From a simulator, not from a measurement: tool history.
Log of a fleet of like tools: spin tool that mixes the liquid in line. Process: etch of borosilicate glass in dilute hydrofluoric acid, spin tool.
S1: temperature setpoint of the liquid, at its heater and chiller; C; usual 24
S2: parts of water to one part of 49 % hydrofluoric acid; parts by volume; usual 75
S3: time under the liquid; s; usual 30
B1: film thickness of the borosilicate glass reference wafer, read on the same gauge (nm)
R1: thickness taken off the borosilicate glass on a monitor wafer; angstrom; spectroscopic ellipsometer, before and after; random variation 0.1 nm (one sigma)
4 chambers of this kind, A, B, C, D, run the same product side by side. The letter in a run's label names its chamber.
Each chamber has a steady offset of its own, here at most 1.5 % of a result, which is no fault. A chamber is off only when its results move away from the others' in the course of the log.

run 1B hour=8.1 | S1=24 S2=75 S3=30 | B1=69.968 | R1=115.610
run 2D hour=15.4 | S1=24 S2=75 S3=30 | B1=69.976 | R1=115.110
run 3C hour=25.9 | S1=24 S2=75 S3=30 | B1=70.006 | R1=116.540
run 4A hour=33.7 | S1=24 S2=75 S3=30 | B1=69.940 | R1=114.090
run 5D hour=40.1 | S1=24 S2=75 S3=30 | B1=70.000 | R1=116.090
run 6A hour=47.0 | S1=24 S2=75 S3=30 | B1=70.036 | R1=114.980
run 7B hour=55.3 | S1=24 S2=75 S3=30 | B1=69.967 | R1=114.400
-- hour=58.7 chamber D: hydrofluoric acid flow meter replaced
run 8C hour=66.8 | S1=24 S2=75 S3=30 | B1=69.995 | R1=112.630
run 9D hour=74.6 | S1=24 S2=75 S3=30 | B1=70.011 | R1=115.330
run 10A hour=81.1 | S1=24 S2=75 S3=30 | B1=69.976 | R1=113.340
run 11C hour=92.5 | S1=20 S2=75 S3=40 | B1=70.056 | R1=131.490
run 12B hour=105.3 | S1=20 S2=75 S3=40 | B1=69.975 | R1=134.630
run 13D hour=116.4 | S1=20 S2=75 S3=40 | B1=69.935 | R1=132.240
run 14C hour=126.4 | S1=20 S2=75 S3=40 | B1=70.048 | R1=130.900
run 15A hour=137.6 | S1=24 S2=75 S3=30 | B1=70.007 | R1=113.690
run 16B hour=147.2 | S1=24 S2=75 S3=30 | B1=70.023 | R1=117.380
run 17B hour=158.7 | S1=24 S2=75 S3=30 | B1=70.035 | R1=116.460
run 18A hour=170.8 | S1=24 S2=75 S3=30 | B1=69.976 | R1=113.960
run 19D hour=181.9 | S1=24 S2=75 S3=30 | B1=70.030 | R1=116.850
run 20C hour=188.5 | S1=24 S2=75 S3=30 | B1=69.971 | R1=114.940
run 21A hour=201.1 | S1=24 S2=75 S3=30 | B1=69.949 | R1=114.080
run 22B hour=209.3 | S1=24 S2=75 S3=30 | B1=70.045 | R1=117.850
-- hour=213.1 chamber A: thermometer replaced
run 23D hour=215.4 | S1=24 S2=75 S3=30 | B1=70.054 | R1=116.490
run 24C hour=226.5 | S1=24 S2=75 S3=15 | B1=69.986 | R1=57.523
run 25D hour=236.9 | S1=24 S2=75 S3=15 | B1=69.960 | R1=56.990
run 26C hour=246.1 | S1=24 S2=75 S3=15 | B1=70.029 | R1=58.140
run 27B hour=252.6 | S1=24 S2=75 S3=15 | B1=69.976 | R1=59.850
run 28A hour=260.3 | S1=24 S2=75 S3=30 | B1=69.976 | R1=112.500
run 29D hour=268.2 | S1=24 S2=75 S3=30 | B1=70.000 | R1=115.080
run 30C hour=278.7 | S1=24 S2=75 S3=15 | B1=69.974 | R1=57.231
run 31B hour=289.8 | S1=24 S2=75 S3=15 | B1=69.999 | R1=60.379
run 32A hour=299.4 | S1=24 S2=75 S3=15 | B1=69.992 | R1=56.938
run 33B hour=306.9 | S1=24 S2=75 S3=15 | B1=70.085 | R1=60.386
run 34D hour=316.9 | S1=24 S2=75 S3=30 | B1=70.009 | R1=114.940
run 35A hour=325.1 | S1=24 S2=75 S3=30 | B1=69.995 | R1=114.300
run 36C hour=333.1 | S1=28 S2=45 S3=30 | B1=70.035 | R1=234.150
run 37C hour=339.2 | S1=28 S2=45 S3=30 | B1=70.023 | R1=232.850
run 38D hour=347.9 | S1=28 S2=45 S3=30 | B1=70.026 | R1=240.590
run 39A hour=359.4 | S1=28 S2=45 S3=30 | B1=69.992 | R1=229.660
run 40B hour=369.9 | S1=24 S2=75 S3=30 | B1=70.000 | R1=122.160

All 4 chambers run these settings next. Forecast each chamber's results:
run 41A hour=379.3 | S1=24 S2=75 S3=15 | R1=?
run 41B hour=379.3 | S1=24 S2=75 S3=15 | R1=?
run 41C hour=379.3 | S1=24 S2=75 S3=15 | R1=?
run 41D hour=379.3 | S1=24 S2=75 S3=15 | R1=?

run=41A R1=56.406
run=41B R1=61.854
run=41C R1=57.960
run=41D R1=57.793
